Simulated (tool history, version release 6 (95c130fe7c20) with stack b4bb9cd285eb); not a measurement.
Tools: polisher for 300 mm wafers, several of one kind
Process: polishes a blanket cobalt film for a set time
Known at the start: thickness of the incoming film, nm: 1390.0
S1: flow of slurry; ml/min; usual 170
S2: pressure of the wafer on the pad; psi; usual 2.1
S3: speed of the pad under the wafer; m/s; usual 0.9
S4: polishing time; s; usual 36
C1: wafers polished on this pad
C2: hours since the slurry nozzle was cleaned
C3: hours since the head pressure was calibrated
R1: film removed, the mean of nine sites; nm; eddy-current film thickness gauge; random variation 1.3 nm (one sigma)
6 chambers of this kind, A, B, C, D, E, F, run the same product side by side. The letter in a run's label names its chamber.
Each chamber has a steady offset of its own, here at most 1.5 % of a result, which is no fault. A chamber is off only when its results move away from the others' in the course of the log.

Run 1D, hour 8.3: usual settings; C1 397; C2 328.5; C3 355.8. Result: R1 152.7 nm.
At hour 11.9: chamber B: worn pad replaced by a new one.
Run 2E, hour 14.2: usual settings; C1 667; C2 76; C3 18.5. Result: R1 149.94 nm.
At hour 15.5: chamber E: worn pad replaced by a new one.
Run 3C, hour 20.6: usual settings; C1 683; C2 87.4; C3 202.5. Result: R1 153.37 nm.
Run 4B, hour 29.4: usual settings; C1 177; C2 130.9; C3 37.7. Result: R1 150.92 nm.
Run 5A, hour 40.1: usual settings; C1 774; C2 111.5; C3 544.8. Result: R1 151.07 nm.
At hour 41.9: chamber F: slurry nozzle cleaned.
At hour 43.2: chamber C: worn pad replaced by a new one.
Run 6F, hour 49.2: usual settings; C1 501; C2 7.3; C3 592.9. Result: R1 151.58 nm.
At hour 56.8: chamber F: head pressure recalibrated.
Run 7F, hour 57.3: usual settings; C1 582; C2 15.4; C3 0.6. Result: R1 149.51 nm.
At hour 59.9: chamber A: worn pad replaced by a new one.
Run 8C, hour 62.8: usual settings; C1 198; C2 129.6; C3 244.7. Result: R1 151.21 nm.
Run 9E, hour 72.9: usual settings; C1 579; C2 134.7; C3 77.2. Result: R1 147.85 nm.
Run 10B, hour 81.6: usual settings but S1 205 ml/min; C1 704; C2 183.1; C3 89.9. Result: R1 156.44 nm.
At hour 86: chamber E: worn pad replaced by a new one.
Run 11D, hour 91.9: usual settings but S1 205 ml/min; C1 1241; C2 412.1; C3 439.4. Result: R1 158.05 nm.
Run 12A, hour 102.5: usual settings but S1 205 ml/min; C1 430; C2 173.9; C3 607.2. Result: R1 157.34 nm.
At hour 103.1: chamber B: slurry nozzle cleaned.
Run 13E, hour 112.3: usual settings but S1 205 ml/min; C1 265; C2 174.1; C3 116.6. Result: R1 154.25 nm.
At hour 113.2: chamber D: worn pad replaced by a new one.
At hour 117.4: chamber F: worn pad replaced by a new one.
At hour 123.4: chamber B: worn pad replaced by a new one.
Run 14B, hour 123.7: usual settings but S1 205 ml/min; C1 3; C2 20.6; C3 132. Result: R1 152.27 nm.
At hour 126.7: chamber A: head pressure recalibrated.
At hour 126.9: chamber C: worn pad replaced by a new one.
Run 15C, hour 133.8: usual settings but S1 205 ml/min; C1 70; C2 200.6; C3 315.7. Result: R1 154.03 nm.
Run 16D, hour 141: usual settings; C1 281; C2 461.2; C3 488.5. Result: R1 150.21 nm.
At hour 143.4: chamber A: worn pad replaced by a new one.
Run 17A, hour 149.5: usual settings; C1 61; C2 220.9; C3 22.8. Result: R1 149.42 nm.
At hour 156.1: chamber E: worn pad replaced by a new one.
Run 18F, hour 157.5: usual settings; C1 405; C2 115.6; C3 100.8. Result: R1 149.73 nm.
Run 19F, hour 168.8: usual settings; C1 519; C2 126.9; C3 112.1. Result: R1 151.14 nm.
Run 20D, hour 177.9: usual settings; C1 653; C2 498.1; C3 525.4. Result: R1 153.22 nm.
At hour 182.7: chamber D: head pressure recalibrated.
Run 21C, hour 183: usual settings; C1 567; C2 249.8; C3 364.9. Result: R1 150.58 nm.
Run 22B, hour 194.2: usual settings; C1 716; C2 91.1; C3 202.5. Result: R1 154 nm.
Run 23E, hour 202: usual settings; C1 463; C2 263.8; C3 206.3. Result: R1 150.37 nm.
Run 24A, hour 208.9: usual settings; C1 661; C2 280.3; C3 82.2. Result: R1 152.7 nm.
Run 25E, hour 215.2: usual settings; C1 597; C2 277; C3 219.5. Result: R1 151.11 nm.
At hour 216.6: chamber C: worn pad replaced by a new one.
At hour 220.7: chamber B: worn pad replaced by a new one.
Run 26F, hour 223.6: usual settings; C1 1072; C2 181.7; C3 166.9. Result: R1 148.66 nm.
At hour 225.5: chamber F: worn pad replaced by a new one.
Run 27B, hour 228.7: usual settings but S1 115 ml/min, S2 1.6 psi; C1 81; C2 125.6; C3 237. Result: R1 109.75 nm.
At hour 232.1: chamber E: worn pad replaced by a new one.
Run 28C, hour 234.9: usual settings but S1 115 ml/min, S2 1.6 psi; C1 185; C2 301.7; C3 416.8. Result: R1 107.04 nm.
At hour 236.1: chamber A: worn pad replaced by a new one.
Run 29A, hour 246: usual settings but S1 115 ml/min, S2 1.6 psi; C1 100; C2 317.4; C3 119.3. Result: R1 106.26 nm.
Run 30D, hour 253: usual settings but S1 115 ml/min, S2 1.6 psi; C1 1412; C2 573.2; C3 70.4. Result: R1 105.9 nm.
At hour 253.7: chamber D: worn pad replaced by a new one.
Run 31B, hour 260.9: usual settings but S1 115 ml/min, S2 1.6 psi; C1 406; C2 157.8; C3 269.2. Result: R1 107.07 nm.
Run 32C, hour 270.1: usual settings but S1 115 ml/min, S2 1.6 psi; C1 541; C2 336.9; C3 452. Result: R1 106.87 nm.
At hour 275.3: chamber A: slurry nozzle cleaned.
Run 33A, hour 278.4: usual settings; C1 427; C2 3.1; C3 151.7. Result: R1 151.26 nm.
Run 34E, hour 288.9: usual settings; C1 574; C2 350.7; C3 293.2. Result: R1 149.58 nm.
At hour 290.7: chamber C: worn pad replaced by a new one.
Run 35F, hour 299.6: usual settings; C1 749; C2 257.7; C3 242.9. Result: R1 150.84 nm.
Run 36D, hour 307: usual settings; C1 538; C2 627.2; C3 124.4. Result: R1 151.53 nm.
At hour 308.9: chamber B: worn pad replaced by a new one.
At hour 313.7: chamber A: worn pad replaced by a new one.
Run 37C, hour 316.6: usual settings but S2 2.3 psi, S3 1.18 m/s; C1 261; C2 383.4; C3 498.5. Result: R1 213.06 nm.
At hour 321.6: chamber B: head pressure recalibrated.
Run 38A, hour 326: usual settings but S2 2.3 psi, S3 1.18 m/s; C1 125; C2 50.7; C3 199.3. Result: R1 219.8 nm.
Run 39D, hour 335.8: usual settings but S2 2.3 psi, S3 1.18 m/s; C1 829; C2 656; C3 153.2. Result: R1 217.31 nm.
Run 40B, hour 345.5: usual settings but S2 2.3 psi, S3 1.18 m/s; C1 369; C2 242.4; C3 24. Result: R1 220.08 nm.

Next, every chamber runs the same settings. What will each give?
Run 41A, hour 353.9: usual settings but S3 1.06 m/s. Result: R1 ?.
Run 41B, hour 353.9: usual settings but S3 1.06 m/s. Result: R1 ?.
Run 41C, hour 353.9: usual settings but S3 1.06 m/s. Result: R1 ?.
Run 41D, hour 353.9: usual settings but S3 1.06 m/s. Result: R1 ?.
Run 41E, hour 353.9: usual settings but S3 1.06 m/s. Result: R1 ?.
Run 41F, hour 353.9: usual settings but S3 1.06 m/s. Result: R1 ?.

run      R1
41A  179.37
41B  182.77
41C  178.59
41D  181.41
41E  176.17
41F  174.87

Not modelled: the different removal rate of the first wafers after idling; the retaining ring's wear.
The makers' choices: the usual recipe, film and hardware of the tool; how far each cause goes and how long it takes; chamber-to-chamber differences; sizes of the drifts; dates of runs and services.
